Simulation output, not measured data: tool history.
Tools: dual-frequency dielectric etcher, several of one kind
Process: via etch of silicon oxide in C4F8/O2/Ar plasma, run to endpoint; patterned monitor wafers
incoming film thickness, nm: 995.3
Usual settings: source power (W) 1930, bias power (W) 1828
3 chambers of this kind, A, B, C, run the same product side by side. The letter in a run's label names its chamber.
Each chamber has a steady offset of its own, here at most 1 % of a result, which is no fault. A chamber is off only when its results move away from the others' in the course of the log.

Run 1A, hour 9.5: usual settings. Result: endpoint time (s) 204.08.
Run 2C, hour 16.6: usual settings. Result: endpoint time (s) 204.39.
At hour 19.5: chamber A: source power generator calibrated.
Run 3B, hour 24.3: usual settings. Result: endpoint time (s) 205.82.
At hour 27.9: chamber A: wet clean of the chamber.
Run 4B, hour 30.2: usual settings. Result: endpoint time (s) 203.4.
Run 5A, hour 38.3: usual settings. Result: endpoint time (s) 202.03.
Run 6C, hour 48.2: usual settings. Result: endpoint time (s) 206.51.
Run 7A, hour 58.8: usual settings. Result: endpoint time (s) 204.59.
Run 8B, hour 63.7: usual settings. Result: endpoint time (s) 205.26.
Run 9C, hour 70: usual settings. Result: endpoint time (s) 207.48.
Run 10C, hour 78.8: usual settings. Result: endpoint time (s) 207.13.
Run 11B, hour 88.6: usual settings. Result: endpoint time (s) 204.22.
Run 12A, hour 99.7: usual settings. Result: endpoint time (s) 203.93.
Run 13B, hour 107.6: usual settings. Result: endpoint time (s) 204.33.
Run 14A, hour 118.4: usual settings but bias power (W) 1993. Result: endpoint time (s) 200.53.
Run 15C, hour 128: usual settings but bias power (W) 1993. Result: endpoint time (s) 204.43.
Run 16B, hour 138.7: usual settings but bias power (W) 1993. Result: endpoint time (s) 200.66.
Run 17A, hour 149.4: usual settings. Result: endpoint time (s) 203.62.
Run 18C, hour 155.7: usual settings but bias power (W) 2217. Result: endpoint time (s) 197.56.
Run 19C, hour 161.7: usual settings but bias power (W) 2217. Result: endpoint time (s) 197.57.
Run 20A, hour 172.4: usual settings but bias power (W) 2217. Result: endpoint time (s) 193.6.
Run 21B, hour 182.4: usual settings. Result: endpoint time (s) 204.
Run 22A, hour 188.4: usual settings but bias power (W) 1520. Result: endpoint time (s) 214.58.
Run 23C, hour 196.7: usual settings but bias power (W) 1520. Result: endpoint time (s) 223.7.
Run 24B, hour 204.2: usual settings but bias power (W) 1520. Result: endpoint time (s) 216.2.
Run 25A, hour 209.4: usual settings. Result: endpoint time (s) 203.47.
Run 26C, hour 220: usual settings but source power (W) 1630, bias power (W) 2098. Result: endpoint time (s) 217.51.
Run 27B, hour 229.9: usual settings but source power (W) 1630, bias power (W) 2098. Result: endpoint time (s) 210.86.
Run 28B, hour 239.4: usual settings but source power (W) 1630, bias power (W) 2098. Result: endpoint time (s) 210.36.
Run 29A, hour 246.5: usual settings. Result: endpoint time (s) 201.95.
Run 30C, hour 257.1: usual settings. Result: endpoint time (s) 212.54.
Run 31C, hour 264.1: usual settings. Result: endpoint time (s) 213.33.
Run 32A, hour 269.7: usual settings. Result: endpoint time (s) 203.69.
Run 33B, hour 277.6: usual settings. Result: endpoint time (s) 205.74.
Run 34B, hour 287.1: usual settings. Result: endpoint time (s) 203.94.
Run 35A, hour 296.5: usual settings. Result: endpoint time (s) 204.32.
Run 36C, hour 302.6: usual settings. Result: endpoint time (s) 216.49.
Run 37C, hour 313.2: usual settings but source power (W) 2350, bias power (W) 1674. Result: endpoint time (s) 205.16.
Run 38A, hour 318: usual settings but source power (W) 2350, bias power (W) 1674. Result: endpoint time (s) 192.54.
Run 39B, hour 327: usual settings but source power (W) 2350, bias power (W) 1674. Result: endpoint time (s) 192.95.
Run 40A, hour 332.6: usual settings. Result: endpoint time (s) 205.6.
Run 41B, hour 341: usual settings. Result: endpoint time (s) 203.76.
Run 42C, hour 351.8: usual settings. Result: endpoint time (s) 216.68.

What goes on in this fleet: one chamber off, a drifting gauge, or nothing beyond the chambers' own small offsets? Name the chamber and the cause, if any.

Chamber C drifts away from the others.
Cause: etch rate under this chamber's usual, % = 5.43.

Here are 4 candidates for chamber C's next run, each the usual settings with a change, their results left as question marks. Which one brings its results back in line with what the others give on the usual settings?
In line means no further than this from the other chambers' mean on the usual settings: endpoint time (s) 3.4
Run 43C-1, hour 359.7: usual settings but source power (W) 1640. Result: endpoint time (s) ?.
Run 43C-2, hour 359.7: usual settings but bias power (W) 2226. Result: endpoint time (s) ?.
Run 43C-3, hour 359.7: usual settings but source power (W) 2390, bias power (W) 2137. Result: endpoint time (s) ?.
Run 43C-4, hour 359.7: usual settings but source power (W) 1380. Result: endpoint time (s) ?.

The other chambers' mean on the usual settings: endpoint time (s) 204.54
  run  endpoint time (s)
43C-1             232.76
43C-2             206.02
43C-3             191.44
43C-4              249.4
43C-2 brings the chamber back in line.
